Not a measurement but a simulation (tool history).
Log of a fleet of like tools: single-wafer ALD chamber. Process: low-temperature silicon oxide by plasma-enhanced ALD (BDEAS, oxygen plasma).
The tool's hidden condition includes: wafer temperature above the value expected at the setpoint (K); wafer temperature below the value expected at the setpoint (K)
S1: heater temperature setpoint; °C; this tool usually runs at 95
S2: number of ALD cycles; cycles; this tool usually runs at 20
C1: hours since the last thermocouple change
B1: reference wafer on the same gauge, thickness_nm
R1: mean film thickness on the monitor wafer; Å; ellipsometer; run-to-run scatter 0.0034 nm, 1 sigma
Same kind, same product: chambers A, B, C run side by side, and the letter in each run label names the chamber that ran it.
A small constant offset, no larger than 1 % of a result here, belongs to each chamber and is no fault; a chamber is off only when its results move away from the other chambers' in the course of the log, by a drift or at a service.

| run | hour | S1 | S2 | C1 | B1 | R1 |
|---|---|---|---|---|---|---|
| 1A | 10.5 | 95 | 20 | 1851.0 | 3.1288 | 29.371 |
| 2B | 18.1 | 95 | 20 | 1441.6 | 3.1289 | 29.267 |
| 3C | 25.0 | 95 | 20 | 62.1 | 3.1277 | 29.114 |
| 4A | 32.7 | 95 | 20 | 1873.2 | 3.1260 | 29.289 |
| 5B | 41.3 | 95 | 20 | 1464.8 | 3.1274 | 29.196 |
| 6C | 49.2 | 105 | 16 | 86.3 | 3.1264 | 22.708 |
| 7C | 55.5 | 105 | 16 | 92.6 | 3.1254 | 22.674 |
| 8B | 64.7 | 105 | 16 | 1488.2 | 3.1240 | 22.706 |
| 9A | 72.8 | 95 | 17 | 1913.3 | 3.1249 | 24.864 |
| 10B | 78.1 | 95 | 17 | 1501.6 | 3.1229 | 24.756 |
| 11A | 88.7 | 95 | 17 | 1929.2 | 3.1227 | 24.870 |
| 12C | 98.1 | 87 | 20 | 135.2 | 3.1226 | 29.834 |
| 13A | 108.2 | 87 | 20 | 1948.7 | 3.1207 | 30.026 |
| 14C | 119.3 | 87 | 20 | 156.4 | 3.1208 | 29.891 |
| 15B | 124.5 | 86 | 23 | 1548.0 | 3.1186 | 34.575 |
| 16A | 131.0 | 86 | 23 | 1971.5 | 3.1184 | 34.573 |
| 17C | 136.7 | 86 | 23 | 173.8 | 3.1179 | 34.419 |
| 18B | 146.3 | 95 | 20 | 1569.8 | 3.1183 | 29.197 |
| 19C | 156.4 | 95 | 20 | 193.5 | 3.1163 | 29.034 |
| 20A | 166.9 | 95 | 20 | 2007.4 | 3.1164 | 29.206 |
| 21B | 174.7 | 95 | 20 | 1598.2 | 3.1153 | 29.043 |

Has any chamber moved away from the others, gradually or after a service, or does the common gauge drift, or do the chambers differ only by their own small steady offsets? State the chamber and the most likely cause if one applies.

Gauge drift. The chambers move together only on paper, and none stands off.
What lies behind it: gauge reads low (%) = 0.484.

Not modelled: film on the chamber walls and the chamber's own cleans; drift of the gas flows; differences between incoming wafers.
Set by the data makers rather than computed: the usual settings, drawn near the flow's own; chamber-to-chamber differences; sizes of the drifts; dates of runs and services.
